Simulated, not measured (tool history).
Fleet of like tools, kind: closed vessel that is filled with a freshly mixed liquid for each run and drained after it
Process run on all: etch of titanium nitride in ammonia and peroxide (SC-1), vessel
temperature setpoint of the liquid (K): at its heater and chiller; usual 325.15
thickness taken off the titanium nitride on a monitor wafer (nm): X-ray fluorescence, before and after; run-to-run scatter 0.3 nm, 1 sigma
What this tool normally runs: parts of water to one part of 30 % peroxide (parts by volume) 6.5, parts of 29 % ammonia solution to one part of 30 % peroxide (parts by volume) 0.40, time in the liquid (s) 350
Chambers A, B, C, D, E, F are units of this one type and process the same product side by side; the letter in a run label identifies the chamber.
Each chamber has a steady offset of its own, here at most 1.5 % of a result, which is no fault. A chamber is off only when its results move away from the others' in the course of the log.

run,day,temperature setpoint of the liquid (K),parts of water to one part of 30 % peroxide (parts by volume),parts of 29 % ammonia solution to one part of 30 % peroxide (parts by volume),time in the liquid (s),"read-back film thickness of the titanium nitride reference wafer, read on the same gauge (nm)",thickness taken off the titanium nitride on a monitor wafer (nm)
1A,0.488,325.15,6.5,0.40,350,29.919,32.942
2E,0.946,325.15,6.5,0.40,350,30.019,33.484
3B,1.346,325.15,6.5,0.40,350,29.993,33.803
4F,1.762,325.15,6.5,0.40,350,30.008,33.876
# day 1.838: chamber F: new drum of ammonia solution connected
5D,2.088,325.15,6.5,0.40,350,30.007,33.006
6C,2.529,325.15,6.5,0.40,350,29.962,33.502
7A,2.938,325.15,7.5,0.55,350,29.992,32.673
8C,3.154,325.15,7.5,0.55,350,30.034,32.954
# day 3.196: chamber B: new drum of ammonia solution connected
# day 3.300: chamber E: ammonia flow meter replaced
9F,3.629,325.15,7.5,0.55,350,30.001,32.561
10B,3.904,325.15,7.5,0.55,350,30.031,33.423
11E,4.183,325.15,7.5,0.55,350,29.971,32.447
# day 4.488: chamber C: new drum of ammonia solution connected
12D,4.488,325.15,7.5,0.55,350,30.049,32.574
13A,4.883,325.15,6.5,0.40,350,30.048,33.185
14C,5.138,325.15,6.5,0.40,350,30.000,34.319
15E,5.575,325.15,6.5,0.40,350,29.975,32.992
16F,5.833,325.15,6.5,0.45,160,29.989,15.756
17D,6.088,325.15,6.5,0.45,160,29.981,15.630
18B,6.321,325.15,6.5,0.45,160,29.981,15.800
# day 6.488: chamber E: thermometer replaced
19A,6.783,325.15,6.5,0.45,160,30.033,15.310
20E,7.267,325.15,6.5,0.45,160,30.007,15.577
21F,7.500,325.15,6.5,0.45,160,30.009,15.547
22D,7.729,325.15,5.0,0.30,350,30.007,35.865
23C,8.154,325.15,5.0,0.30,350,29.974,36.304
24B,8.454,325.15,5.0,0.30,350,29.973,36.788
25F,8.883,325.15,5.0,0.30,350,30.027,36.245
26A,9.354,325.15,5.0,0.30,350,30.009,34.630
27E,9.625,325.15,5.0,0.30,350,29.978,35.606
28C,10.012,325.15,6.5,0.20,350,30.011,29.266
29D,10.333,325.15,6.5,0.20,350,29.993,29.276
30B,10.658,325.15,6.5,0.20,350,30.012,29.930
31A,10.900,325.15,6.5,0.20,350,29.992,28.487
32B,11.158,325.15,6.5,0.20,350,29.999,29.936
33D,11.375,325.15,6.5,0.20,350,30.018,29.191
34F,11.838,325.15,6.5,0.40,350,29.968,33.602
35C,12.062,325.15,6.5,0.40,350,30.030,33.543
36E,12.275,325.15,6.5,0.40,350,30.016,33.559

The same settings go to every chamber for the next run, one line per chamber below. Forecast the results for each:
37A,12.629,325.15,6.5,0.40,350,,?
37B,12.629,325.15,6.5,0.40,350,,?
37C,12.629,325.15,6.5,0.40,350,,?
37D,12.629,325.15,6.5,0.40,350,,?
37E,12.629,325.15,6.5,0.40,350,,?
37F,12.629,325.15,6.5,0.40,350,,?

run,thickness taken off the titanium nitride on a monitor wafer (nm)
37A,31.446
37B,33.778
37C,33.485
37D,33.243
37E,34.090
37F,32.815
